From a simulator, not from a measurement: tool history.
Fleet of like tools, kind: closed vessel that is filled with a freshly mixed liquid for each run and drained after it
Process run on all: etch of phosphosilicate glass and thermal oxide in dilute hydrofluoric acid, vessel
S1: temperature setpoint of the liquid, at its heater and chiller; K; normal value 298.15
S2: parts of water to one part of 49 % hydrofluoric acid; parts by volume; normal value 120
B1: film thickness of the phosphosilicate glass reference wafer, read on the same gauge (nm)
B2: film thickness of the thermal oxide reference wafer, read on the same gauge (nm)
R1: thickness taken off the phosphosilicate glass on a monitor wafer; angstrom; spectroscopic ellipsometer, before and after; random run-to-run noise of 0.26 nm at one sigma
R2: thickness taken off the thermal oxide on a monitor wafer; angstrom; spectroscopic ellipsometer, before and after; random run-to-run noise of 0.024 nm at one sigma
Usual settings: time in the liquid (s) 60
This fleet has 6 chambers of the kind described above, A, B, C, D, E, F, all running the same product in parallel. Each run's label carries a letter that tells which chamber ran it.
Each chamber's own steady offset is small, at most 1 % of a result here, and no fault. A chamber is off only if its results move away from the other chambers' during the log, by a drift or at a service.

Run 1B, hour 9.1: usual settings; B1 129.98; B2 59.995. Result: R1 308.09 angstrom, R2 25.04 angstrom.
At hour 13.8: chamber E: hydrofluoric acid flow meter replaced.
Run 2C, hour 18: usual settings; B1 130.01; B2 59.98. Result: R1 301.88 angstrom, R2 24.722 angstrom.
Run 3F, hour 34.1: usual settings; B1 129.98; B2 59.998. Result: R1 299.28 angstrom, R2 24.528 angstrom.
Run 4D, hour 43.6: usual settings; B1 129.96; B2 59.976. Result: R1 300.7 angstrom, R2 23.982 angstrom.
Run 5A, hour 56.5: usual settings; B1 130; B2 59.968. Result: R1 309.61 angstrom, R2 25.123 angstrom.
Run 6E, hour 68: usual settings; B1 129.99; B2 60.038. Result: R1 304.52 angstrom, R2 25.045 angstrom.
Run 7E, hour 75: usual settings; B1 129.98; B2 59.989. Result: R1 305.83 angstrom, R2 25.166 angstrom.
Run 8C, hour 87: usual settings; B1 130.01; B2 59.964. Result: R1 305.33 angstrom, R2 24.785 angstrom.
Run 9F, hour 97.5: usual settings; B1 130.01; B2 59.98. Result: R1 299.98 angstrom, R2 24.69 angstrom.
At hour 110.7: chamber F: thermometer replaced.
Run 10D, hour 113.8: usual settings; B1 130.01; B2 60.005. Result: R1 305.51 angstrom, R2 24.064 angstrom.
Run 11A, hour 129.2: usual settings; B1 129.99; B2 59.992. Result: R1 309.21 angstrom, R2 24.729 angstrom.
Run 12B, hour 144.2: usual settings but S1 300.15 K, time in the liquid (s) 35; B1 130.03; B2 60.002. Result: R1 191.59 angstrom, R2 15.644 angstrom.
Run 13D, hour 160.2: usual settings but S1 300.15 K, time in the liquid (s) 35; B1 130.03; B2 60. Result: R1 192.98 angstrom, R2 15.584 angstrom.
Run 14E, hour 171.7: usual settings but S1 300.15 K, time in the liquid (s) 35; B1 130; B2 60.008. Result: R1 192.92 angstrom, R2 15.73 angstrom.
At hour 177.1: chamber A: thermometer replaced.
Run 15C, hour 183.2: usual settings but S1 300.15 K, time in the liquid (s) 35; B1 129.98; B2 59.979. Result: R1 192.59 angstrom, R2 15.505 angstrom.
Run 16A, hour 196.5: usual settings but S1 300.15 K, time in the liquid (s) 35; B1 130; B2 60.011. Result: R1 194.87 angstrom, R2 15.375 angstrom.
Run 17F, hour 209.3: usual settings but S1 300.15 K, time in the liquid (s) 35; B1 130; B2 59.966. Result: R1 194.47 angstrom, R2 15.377 angstrom.
Run 18B, hour 224.9: usual settings but S1 296.65 K, S2 70 parts by volume; B1 130.05; B2 60.04. Result: R1 523.31 angstrom, R2 41.426 angstrom.
Run 19C, hour 236.6: usual settings but S1 296.65 K, S2 70 parts by volume; B1 129.99; B2 59.983. Result: R1 516.03 angstrom, R2 42.56 angstrom.
Run 20B, hour 244.6: usual settings but S1 296.65 K, S2 70 parts by volume; B1 130.02; B2 59.951. Result: R1 521.13 angstrom, R2 41.75 angstrom.
Run 21F, hour 259.7: usual settings but S1 296.65 K, S2 70 parts by volume; B1 129.97; B2 59.981. Result: R1 519.67 angstrom, R2 42.039 angstrom.
Run 22A, hour 270.3: usual settings but S1 296.65 K, S2 70 parts by volume; B1 129.98; B2 60.01. Result: R1 535.59 angstrom, R2 43.715 angstrom.
Run 23E, hour 286.3: usual settings but S1 296.65 K, S2 70 parts by volume; B1 129.99; B2 59.98. Result: R1 527.55 angstrom, R2 42.798 angstrom.
Run 24D, hour 301.4: usual settings but S2 80 parts by volume, time in the liquid (s) 85; B1 129.98; B2 59.973. Result: R1 683.38 angstrom, R2 54.828 angstrom.
Run 25C, hour 314.5: usual settings but S2 80 parts by volume, time in the liquid (s) 85; B1 129.94; B2 60.007. Result: R1 679.07 angstrom, R2 55.809 angstrom.
Run 26E, hour 327.8: usual settings but S2 80 parts by volume, time in the liquid (s) 85; B1 129.98; B2 59.989. Result: R1 697.43 angstrom, R2 56.702 angstrom.
Run 27B, hour 335.6: usual settings but S2 80 parts by volume, time in the liquid (s) 85; B1 130.03; B2 60.009. Result: R1 689 angstrom, R2 55.357 angstrom.
Run 28A, hour 346.1: usual settings but S2 80 parts by volume, time in the liquid (s) 85; B1 129.98; B2 60.013. Result: R1 692.46 angstrom, R2 55.784 angstrom.
Run 29D, hour 358.8: usual settings but S2 80 parts by volume, time in the liquid (s) 85; B1 129.98; B2 60.006. Result: R1 695.89 angstrom, R2 54.436 angstrom.
Run 30F, hour 370.3: usual settings; B1 129.98; B2 60.012. Result: R1 299.82 angstrom, R2 24.934 angstrom.
Run 31A, hour 382.3: usual settings; B1 130; B2 60.039. Result: R1 310.95 angstrom, R2 24.573 angstrom.
At hour 384.4: chamber D: thermometer replaced.
Run 32F, hour 396.2: usual settings; B1 130.02; B2 60.029. Result: R1 303.4 angstrom, R2 24.479 angstrom.
Run 33D, hour 411.4: usual settings; B1 130.04; B2 59.988. Result: R1 304.79 angstrom, R2 24.437 angstrom.
Run 34C, hour 421.1: usual settings; B1 130.02; B2 60.018. Result: R1 303.45 angstrom, R2 24.761 angstrom.
At hour 427.7: chamber E: hydrofluoric acid flow meter replaced.
Run 35B, hour 429.9: usual settings; B1 129.98; B2 60.03. Result: R1 306.77 angstrom, R2 24.627 angstrom.
Run 36E, hour 445.1: usual settings but S1 296.65 K, S2 85 parts by volume; B1 130.01; B2 60.002. Result: R1 429.25 angstrom, R2 34.915 angstrom.
Run 37A, hour 459.5: usual settings but S1 296.65 K, S2 85 parts by volume; B1 129.98; B2 60.01. Result: R1 435.24 angstrom, R2 34.572 angstrom.
Run 38F, hour 466.6: usual settings but S1 296.65 K, S2 85 parts by volume; B1 129.98; B2 60.023. Result: R1 416.22 angstrom, R2 34.074 angstrom.

Next, all 6 chambers run the settings below, one line each with question marks for the results. What does each chamber give?
Run 39A, hour 478.3: usual settings but S1 296.15 K. Result: R1 ?, R2 ?.
Run 39B, hour 478.3: usual settings but S1 296.15 K. Result: R1 ?, R2 ?.
Run 39C, hour 478.3: usual settings but S1 296.15 K. Result: R1 ?, R2 ?.
Run 39D, hour 478.3: usual settings but S1 296.15 K. Result: R1 ?, R2 ?.
Run 39E, hour 478.3: usual settings but S1 296.15 K. Result: R1 ?, R2 ?.
Run 39F, hour 478.3: usual settings but S1 296.15 K. Result: R1 ?, R2 ?.

run      R1      R2
39A  284.02  22.783
39B   287.4  23.088
39C  286.05  22.461
39D  281.68   22.38
39E  282.53  22.744
39F  279.69  22.978

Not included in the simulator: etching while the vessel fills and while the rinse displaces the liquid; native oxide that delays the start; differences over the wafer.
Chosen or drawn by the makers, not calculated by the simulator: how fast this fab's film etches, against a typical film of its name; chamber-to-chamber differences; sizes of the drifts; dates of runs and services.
